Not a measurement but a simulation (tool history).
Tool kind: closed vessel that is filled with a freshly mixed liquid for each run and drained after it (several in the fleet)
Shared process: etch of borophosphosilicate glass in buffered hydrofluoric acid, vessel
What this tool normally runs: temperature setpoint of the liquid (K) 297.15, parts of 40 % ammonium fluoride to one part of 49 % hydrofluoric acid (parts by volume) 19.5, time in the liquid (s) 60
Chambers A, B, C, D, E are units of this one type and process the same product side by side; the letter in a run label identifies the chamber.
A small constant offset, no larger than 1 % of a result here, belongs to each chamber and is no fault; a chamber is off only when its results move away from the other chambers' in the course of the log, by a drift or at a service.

| run | hour | temperature setpoint of the liquid (K) | parts of 40 % ammonium fluoride to one part of 49 % hydrofluoric acid (parts by volume) | time in the liquid (s) | hours since the thermometer was replaced | hours since the hydrofluoric acid flow meter was replaced | read-back film thickness of the borophosphosilicate glass reference wafer, read on the same gauge (nm) | thickness taken off the borophosphosilicate glass on a monitor wafer (Å) |
|---|---|---|---|---|---|---|---|---|
| 1B | 6.9 | 297.15 | 19.5 | 60 | 1543.6 | 274.2 | 80.013 | 709.35 |
| 2E | 14.2 | 297.15 | 19.5 | 60 | 1522.7 | 775.3 | 80.017 | 700.66 |
| 3C | 21.3 | 297.15 | 19.5 | 60 | 229.4 | 451.2 | 80.011 | 711.89 |
| 4A | 29.7 | 297.15 | 19.5 | 60 | 464.6 | 1650.6 | 79.996 | 717.16 |
| 5D | 34.5 | 297.15 | 19.5 | 60 | 1358.7 | 1240.2 | 80.004 | 719.05 |
| 6D | 41.3 | 297.15 | 19.5 | 60 | 1365.5 | 1247.0 | 80.022 | 722.40 |
| 7A | 49.2 | 297.15 | 19.5 | 60 | 484.1 | 1670.1 | 79.945 | 715.16 |
| 8C | 54.7 | 295.65 | 19.5 | 75 | 262.8 | 484.6 | 79.983 | 807.42 |
| 9B | 62.5 | 295.65 | 19.5 | 75 | 1599.2 | 329.8 | 79.999 | 813.36 |
| 10E | 69.8 | 295.65 | 19.5 | 75 | 1578.3 | 830.9 | 80.015 | 818.84 |
| 11E | 78.9 | 295.65 | 19.5 | 75 | 1587.4 | 840.0 | 80.000 | 814.73 |
| 12D | 84.4 | 295.65 | 19.5 | 75 | 1408.6 | 1290.1 | 79.987 | 829.30 |
| 13B | 90.6 | 297.15 | 19.5 | 60 | 1627.3 | 357.9 | 80.010 | 712.49 |
| 14A | 94.6 | 297.15 | 19.5 | 60 | 529.5 | 1715.5 | 80.011 | 716.59 |
| 15C | 99.1 | 297.15 | 19.5 | 60 | 307.2 | 529.0 | 80.027 | 712.55 |
| 16C | 103.8 | 297.15 | 19.5 | 60 | 311.9 | 533.7 | 79.979 | 705.58 |
| 17D | 108.8 | 297.15 | 19.5 | 60 | 1433.0 | 1314.5 | 80.021 | 716.80 |
| 18E | 113.9 | 297.15 | 19.5 | 60 | 1622.4 | 875.0 | 79.970 | 709.99 |
| 19A | 117.9 | 297.15 | 19.5 | 60 | 552.8 | 1738.8 | 80.024 | 722.11 |
| 20B | 124.5 | 297.15 | 19.5 | 60 | 1661.2 | 391.8 | 80.051 | 705.82 |
| 21B | 130.5 | 297.15 | 19.5 | 60 | 1667.2 | 397.8 | 80.009 | 706.76 |
| 22D | 137.1 | 297.15 | 19.5 | 60 | 1461.3 | 1342.8 | 79.981 | 715.88 |
| 23C | 144.2 | 297.15 | 19.5 | 60 | 352.3 | 574.1 | 80.042 | 705.06 |
| 24E | 149.8 | 297.15 | 19.5 | 60 | 1658.3 | 910.9 | 80.010 | 710.14 |
| 25A | 156.5 | 297.15 | 25.0 | 90 | 591.4 | 1777.4 | 79.978 | 897.92 |
| 26C | 164.9 | 297.15 | 25.0 | 90 | 373.0 | 594.8 | 80.003 | 881.52 |
| 27A | 171.8 | 297.15 | 25.0 | 90 | 606.7 | 1792.7 | 79.961 | 898.70 |
|  | 177.3 | chamber B: thermometer replaced |
| 28B | 180.9 | 297.15 | 25.0 | 90 | 3.7 | 448.2 | 79.983 | 888.43 |
| 29E | 186.5 | 297.15 | 25.0 | 90 | 1695.0 | 947.6 | 79.968 | 887.68 |
| 30D | 192.1 | 297.15 | 19.5 | 60 | 1516.3 | 1397.8 | 79.964 | 713.78 |
| 31E | 197.6 | 297.15 | 19.5 | 60 | 1706.1 | 958.7 | 79.985 | 717.22 |
| 32A | 203.8 | 297.15 | 19.5 | 60 | 638.7 | 1824.7 | 80.014 | 720.21 |
| 33B | 208.8 | 297.15 | 19.5 | 60 | 31.6 | 476.1 | 79.971 | 712.46 |
| 34C | 213.3 | 297.15 | 19.5 | 60 | 421.4 | 643.2 | 80.013 | 709.38 |
| 35D | 219.0 | 297.15 | 19.5 | 60 | 1543.2 | 1424.7 | 80.046 | 714.46 |
| 36E | 225.7 | 297.15 | 19.5 | 60 | 1734.2 | 986.8 | 79.983 | 712.19 |
| 37A | 232.7 | 297.15 | 22.5 | 90 | 667.6 | 1853.6 | 79.993 | 964.73 |
| 38B | 237.4 | 297.15 | 22.5 | 90 | 60.2 | 504.7 | 80.033 | 956.73 |
| 39D | 244.1 | 297.15 | 22.5 | 90 | 1568.3 | 1449.8 | 80.003 | 962.19 |
| 40C | 252.8 | 297.15 | 22.5 | 90 | 460.9 | 682.7 | 80.000 | 947.85 |
| 41A | 258.5 | 297.15 | 22.5 | 90 | 693.4 | 1879.4 | 79.977 | 969.97 |
| 42E | 264.2 | 297.15 | 19.5 | 60 | 1772.7 | 1025.3 | 80.015 | 704.50 |
| 43D | 272.5 | 297.15 | 19.5 | 75 | 1596.7 | 1478.2 | 79.973 | 905.97 |
| 44B | 280.6 | 297.15 | 19.5 | 75 | 103.4 | 547.9 | 80.044 | 885.90 |

Does one chamber stand apart from the rest, does the shared gauge drift, or is all well apart from small per-chamber offsets? Give the chamber and the most likely cause, where there is one.

Nothing is wrong: each chamber keeps only its own small, steady offset and the gauge holds still.
